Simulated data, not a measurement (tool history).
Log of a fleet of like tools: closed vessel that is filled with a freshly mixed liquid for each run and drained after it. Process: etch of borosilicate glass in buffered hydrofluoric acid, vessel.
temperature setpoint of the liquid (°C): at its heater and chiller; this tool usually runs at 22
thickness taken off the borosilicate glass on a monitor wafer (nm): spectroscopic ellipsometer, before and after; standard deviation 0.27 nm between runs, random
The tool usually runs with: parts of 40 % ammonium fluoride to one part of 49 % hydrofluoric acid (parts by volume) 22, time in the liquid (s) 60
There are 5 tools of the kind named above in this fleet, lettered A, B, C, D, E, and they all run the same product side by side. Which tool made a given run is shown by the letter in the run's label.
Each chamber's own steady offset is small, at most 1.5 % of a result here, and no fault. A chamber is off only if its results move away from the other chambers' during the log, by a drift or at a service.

run,hour,temperature setpoint of the liquid (°C),parts of 40 % ammonium fluoride to one part of 49 % hydrofluoric acid (parts by volume),time in the liquid (s),hours since the thermometer was replaced,hours since the hydrofluoric acid flow meter was replaced,"read-back film thickness of the borosilicate glass reference wafer, read on the same gauge (nm)",thickness taken off the borosilicate glass on a monitor wafer (nm)
1D,10.2,22,22,60,1481.1,258.5,70.003,32.163
2C,17.1,22,22,60,1446.2,1738.9,69.993,32.015
3B,23.1,22,22,60,384.1,1042.2,70.024,31.738
4E,28.4,22,22,60,46.5,81.1,70.036,31.8
5A,34.2,22,22,60,1490.9,412.5,70.004,31.936
6C,39.1,22,22,60,1468.2,1760.9,70.034,31.755
7A,50.2,22,22,60,1506.9,428.5,69.992,31.983
8B,56.9,22,22,60,417.9,1076,69.978,31.959
9D,67.5,22,22,60,1538.4,315.8,70.002,32.536
# hour 71.9: chamber A: hydrofluoric acid flow meter replaced
10E,75,22,22,60,93.1,127.7,69.985,31.739
11A,86.3,22,22,60,1543,14.5,70.02,31.047
12B,94.6,22,22,60,455.6,1113.7,69.997,32.48
13C,103.7,22,22,60,1532.8,1825.5,69.98,31.632
14D,113,22,22,60,1583.9,361.3,69.983,31.905
15E,119.2,22,22,60,137.3,171.9,70.01,31.935
16A,124.3,22,22,60,1581,52.5,70.022,31.896
17C,131.5,22,22,60,1560.6,1853.3,70.02,31.864
18B,139.5,22,22,30,500.5,1158.6,69.976,16.601
19E,148.7,22,22,30,166.8,201.4,70.015,16.133
20D,153.7,22,22,30,1624.6,402,70.011,15.969
21B,163.8,22,22,30,524.8,1182.9,70.001,17.039
22E,173.2,22,22,30,191.3,225.9,70.019,15.888
23A,180.3,22,22,60,1637,108.5,69.996,31.721
24C,191.7,22,22,60,1620.8,1913.5,69.993,31.663
25D,197.7,22,22,60,1668.6,446,70.039,32.373
26E,203.2,22,22,60,221.3,255.9,70.002,31.843
27D,209,22,22,60,1679.9,457.3,70.008,32.003
28C,215.2,22,22,60,1644.3,1937,70.005,31.54
29B,226,22,22,60,587,1245.1,70.02,34.246
30A,231.9,22,30,45,1688.6,160.1,69.978,19.463

One chamber off, gauge drift, or nothing amiss beyond the chambers' own small offsets? If it is a chamber, which one, and what is the likeliest cause?

It is chamber B that slowly wanders off from its peers.
What lies behind it: liquid hotter than its thermometer reads (K) = 1.78.
With only this log, it may be confused with: hydrofluoric acid flow above the setpoint (%).

Here are 4 candidates for chamber B's next run, each the usual settings with a change, their results left as question marks. Which one brings its results back in line with what the others give on the usual settings?
Allowed miss from the other chambers' usual-settings mean, per result, to count as in line: thickness taken off the borosilicate glass on a monitor wafer (nm) 0.96
31B-1,240.1,22,25,60,,,,?
31B-2,240.1,22,29,60,,,,?
31B-3,240.1,22,21.5,65,,,,?
31B-4,240.1,25.5,22,60,,,,?

Other chambers, usual settings, mean: thickness taken off the borosilicate glass on a monitor wafer (nm) 31.943
run,thickness taken off the borosilicate glass on a monitor wafer (nm)
31B-1,32
31B-2,28.911
31B-3,38.428
31B-4,42.215
31B-1 brings the chamber back in line.
